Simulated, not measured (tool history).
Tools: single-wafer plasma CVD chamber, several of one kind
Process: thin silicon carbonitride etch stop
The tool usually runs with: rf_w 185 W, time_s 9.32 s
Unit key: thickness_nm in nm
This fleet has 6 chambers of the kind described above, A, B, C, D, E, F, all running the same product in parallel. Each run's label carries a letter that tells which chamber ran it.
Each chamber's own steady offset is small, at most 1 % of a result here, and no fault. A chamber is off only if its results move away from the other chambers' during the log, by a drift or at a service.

run   hour  rf_w  time_s  read-back reference wafer on the same gauge, thickness_nm  thickness_nm
 1E    8.6   185    9.32                                                      5.659        5.1376
       9.7  -- chamber D: thermocouple changed; heater temperature recalibrated
 2B     20   185    9.32                                                     5.6616        5.2133
 3A   26.1   185    9.32                                                     5.6627        5.2197
 4D   37.6   185    9.32                                                     5.6658        5.1833
 5F   44.6   210    8.41                                                     5.6651        4.8606
 6C     50   210    8.41                                                     5.6641        4.8506
 7A   55.1   210    8.41                                                     5.6666        4.8832
 8B   64.8   210    8.41                                                     5.6661        4.8817
 9F     72   210    8.41                                                     5.6674        4.8599
10D     81   210    8.41                                                     5.6658        4.8545
11C   92.1   185    9.32                                                     5.6687        5.1808
12E  100.3   185    9.32                                                     5.6711        5.1383
13E  106.9   185    9.32                                                      5.672        5.1437
14F  118.2   185    9.32                                                     5.6708        5.1951
15C  125.3   185    9.32                                                     5.6733        5.1878
16A  132.3   185    9.32                                                     5.6742        5.2142
17D  140.9   185    9.32                                                     5.6748        5.1812
18B  146.4   185    9.32                                                     5.6744        5.2255
19B    153   185    9.32                                                     5.6761        5.2115
20C  160.5   185    9.32                                                     5.6755         5.196
21F  165.8   185    9.32                                                      5.676        5.1828
22E  176.5   185    9.32                                                     5.6786        5.1478
23A  183.2   185    9.32                                                     5.6795        5.2296
24D  193.8   185    10.3                                                     5.6789        5.7423
25D  201.2   185    10.3                                                     5.6805        5.7504
26B  211.8   185    10.3                                                     5.6811        5.7895
27F  222.8   185    10.3                                                     5.6833        5.7317
28C  231.5   185    10.3                                                     5.6838        5.7355
29A  237.1   185    10.3                                                     5.6837        5.7986
30E  242.3   165    9.32                                                     5.6849        4.9818
31E  253.8   165    9.32                                                     5.6867        4.9808
32A  259.6   165    9.32                                                     5.6855         5.066
33C  269.9   165    9.32                                                     5.6877        5.0322
34F  275.9   165    9.32                                                     5.6861        5.0379
35B  283.9   165    9.32                                                     5.6872        5.0735
36D  294.5   185    9.32                                                     5.6889        5.2117
37F  304.6   220    7.64                                                     5.6901        4.4863
38B    312   220    7.64                                                     5.6907        4.5346

Predict what each chamber gives when all 6 of them run the settings below next.
39A  320.4   185    9.32                                                                        ?
39B  320.4   185    9.32                                                                        ?
39C  320.4   185    9.32                                                                        ?
39D  320.4   185    9.32                                                                        ?
39E  320.4   185    9.32                                                                        ?
39F  320.4   185    9.32                                                                        ?

run  thickness_nm
39A        5.2475
39B        5.2424
39C        5.2183
39D        5.2032
39E        5.1738
39F        5.1961

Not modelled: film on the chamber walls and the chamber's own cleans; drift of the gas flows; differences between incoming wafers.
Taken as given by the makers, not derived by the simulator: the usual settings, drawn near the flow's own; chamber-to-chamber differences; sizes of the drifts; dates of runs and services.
